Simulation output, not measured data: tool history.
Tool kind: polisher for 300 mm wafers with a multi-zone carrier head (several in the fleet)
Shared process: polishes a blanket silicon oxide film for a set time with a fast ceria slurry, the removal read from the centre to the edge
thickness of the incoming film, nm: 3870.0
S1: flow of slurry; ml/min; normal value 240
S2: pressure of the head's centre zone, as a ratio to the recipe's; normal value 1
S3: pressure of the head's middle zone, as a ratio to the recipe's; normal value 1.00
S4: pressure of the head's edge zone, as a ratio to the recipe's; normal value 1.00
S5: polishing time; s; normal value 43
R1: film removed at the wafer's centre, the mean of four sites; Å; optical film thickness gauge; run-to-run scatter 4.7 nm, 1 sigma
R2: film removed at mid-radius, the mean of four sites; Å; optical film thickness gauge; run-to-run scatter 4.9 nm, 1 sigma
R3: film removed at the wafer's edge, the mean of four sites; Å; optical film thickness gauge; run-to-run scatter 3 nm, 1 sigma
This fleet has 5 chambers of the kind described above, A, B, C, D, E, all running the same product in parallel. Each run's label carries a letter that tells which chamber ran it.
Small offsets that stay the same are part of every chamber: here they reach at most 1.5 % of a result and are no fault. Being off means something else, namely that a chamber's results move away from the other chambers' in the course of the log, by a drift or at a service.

run   hour   S1  S2    S3    S4  S5      R1      R2      R3
 1E   12.2  240   1  1.00  1.00  43  3705.1  3623.8  3534.1
      18.2  -- chamber B: worn pad replaced by a new one
 2B   26.2  240   1  1.00  1.00  43  3574.4  3687.8  3652.1
 3A   32.9  240   1  1.00  1.00  43  3552.2  3595.5  3525.4
      34.3  -- chamber E: worn pad replaced by a new one
 4C   45.3  240   1  1.00  1.00  43  3558.2  3615.4  3567.1
      47.5  -- chamber D: worn pad replaced by a new one
      53.2  -- chamber D: centre zone pressure recalibrated
 5D   54.8  240   1  1.00  1.00  43  3564.5  3552.6  3536.8
 6A   66.4  240   1  1.00  1.00  43  3622.5  3644.8  3521.3
 7C   79.8  240   1  1.04  1.00  43  3618.4  3738.7  3595.4
      81.9  -- chamber E: slurry nozzle cleaned
      87.4  -- chamber C: worn pad replaced by a new one
 8E   88.5  240   1  1.04  1.00  43  3574.9  3778.6  3569.5
 9B  101.1  240   1  1.04  1.00  43  3659.8  3725.0  3549.6
10D  108.5  240   1  1.04  1.00  43  3581.7  3797.9  3589.4
     109.3  -- chamber B: worn pad replaced by a new one
     112.1  -- chamber E: worn pad replaced by a new one
     121.3  -- chamber A: worn pad replaced by a new one
11C  122.1  240   1  1.04  1.00  43  3553.6  3749.4  3647.5
     125.3  -- chamber B: edge zone pressure recalibrated
     129.1  -- chamber B: centre zone pressure recalibrated
     129.5  -- chamber A: centre zone pressure recalibrated
     129.8  -- chamber D: worn pad replaced by a new one
12A  130.8  240   1  1.00  1.00  43  3599.3  3610.6  3562.7
13E  144.5  240   1  1.00  1.00  43  3626.2  3562.6  3564.5
14D  152.9  240   1  1.00  1.00  43  3663.6  3640.1  3623.1
15B  165.0  240   1  0.91  1.00  43  3977.7  3179.9  3577.7
     168.4  -- chamber C: centre zone pressure recalibrated
16A  179.4  240   1  0.91  1.00  43  3521.4  3246.6  3497.6
17B  186.3  240   1  0.91  1.00  43  3964.3  3357.1  3591.8
18E  193.8  240   1  0.91  1.00  43  3510.7  3297.4  3572.8
     195.5  -- chamber E: worn pad replaced by a new one
     196.6  -- chamber B: worn pad replaced by a new one
     203.1  -- chamber C: worn pad replaced by a new one
19C  205.9  240   1  0.91  1.00  43  3517.4  3285.4  3602.4
     216.8  -- chamber D: worn pad replaced by a new one
20D  218.0  240   1  1.00  1.00  43  3573.3  3623.6  3609.4
21A  224.7  240   1  1.00  1.00  43  3609.1  3527.6  3556.1
     229.6  -- chamber A: worn pad replaced by a new one
22C  235.0  240   1  1.00  1.00  43  3630.6  3551.1  3573.7
23E  243.5  240   1  1.00  1.00  43  3573.3  3511.5  3571.6
24D  254.9  290   1  1.00  1.00  43  3669.0  3688.1  3644.9
25B  266.6  290   1  1.00  1.00  43  4052.1  3643.6  3639.8
     274.2  -- chamber E: worn pad replaced by a new one
     274.9  -- chamber A: slurry nozzle cleaned
26D  277.5  290   1  1.00  1.00  43  3736.6  3746.9  3689.8
     284.4  -- chamber D: worn pad replaced by a new one
     284.7  -- chamber B: worn pad replaced by a new one
27E  287.8  290   1  1.00  1.00  43  3678.2  3707.3  3652.0
28C  295.1  290   1  1.00  1.00  43  3681.5  3633.8  3674.8
29B  304.2  240   1  1.00  1.00  43  4042.6  3555.6  3614.5
     308.0  -- chamber C: worn pad replaced by a new one
30A  315.8  240   1  1.00  1.00  43  3601.4  3626.3  3562.3
31C  327.7  240   1  1.00  1.00  43  3607.7  3573.1  3584.1
32A  339.5  240   1  1.00  1.00  43  3524.8  3489.7  3543.5
     352.2  -- chamber D: worn pad replaced by a new one
33B  353.5  240   1  1.00  1.00  43  3939.4  3528.6  3596.3
     357.8  -- chamber E: worn pad replaced by a new one
     359.7  -- chamber D: centre zone pressure recalibrated
34E  365.2  240   1  1.00  1.00  43  3603.1  3556.9  3511.4
35D  371.9  240   1  1.00  1.00  43  3559.4  3600.8  3542.3
36E  379.1  275   1  1.00  1.00  43  3648.9  3654.0  3606.4

One chamber off, gauge drift, or nothing amiss beyond the chambers' own small offsets? If it is a chamber, which one, and what is the likeliest cause?

The work done on chamber B during a service left it standing apart from the others.
Cause: centre zone's pressure above its setpoint, % = 9.75.

Chamber B could run next with any of the 4 candidate recipes listed below; each alters the usual settings, and their results appear as question marks. Which one brings its results back in line with what the other chambers deliver on the usual settings?
A result is in line if it is within this distance of the other chambers' mean on the usual settings: R1 160.0 Å; R2 170.0 Å; R3 110.0 Å
37B-1  389.4  245  1.08  0.97  0.98  43   ?   ?   ?
37B-2  389.4  240  0.99  1.01  1.00  43   ?   ?   ?
37B-3  389.4  240  1.01  0.99  1.00  43   ?   ?   ?
37B-4  389.4  235  0.92  1.03  1.02  43   ?   ?   ?

Other chambers, usual settings, mean: R1 3595.2 Å; R2 3605.4 Å; R3 3577.0 Å
  run      R1      R2      R3
37B-1  4296.3  3439.6  3548.4
37B-2  3905.1  3561.0  3577.0
37B-3  3989.0  3496.3  3578.1
37B-4  3599.1  3617.0  3606.1
It is 37B-4 that realigns the chamber with its peers.

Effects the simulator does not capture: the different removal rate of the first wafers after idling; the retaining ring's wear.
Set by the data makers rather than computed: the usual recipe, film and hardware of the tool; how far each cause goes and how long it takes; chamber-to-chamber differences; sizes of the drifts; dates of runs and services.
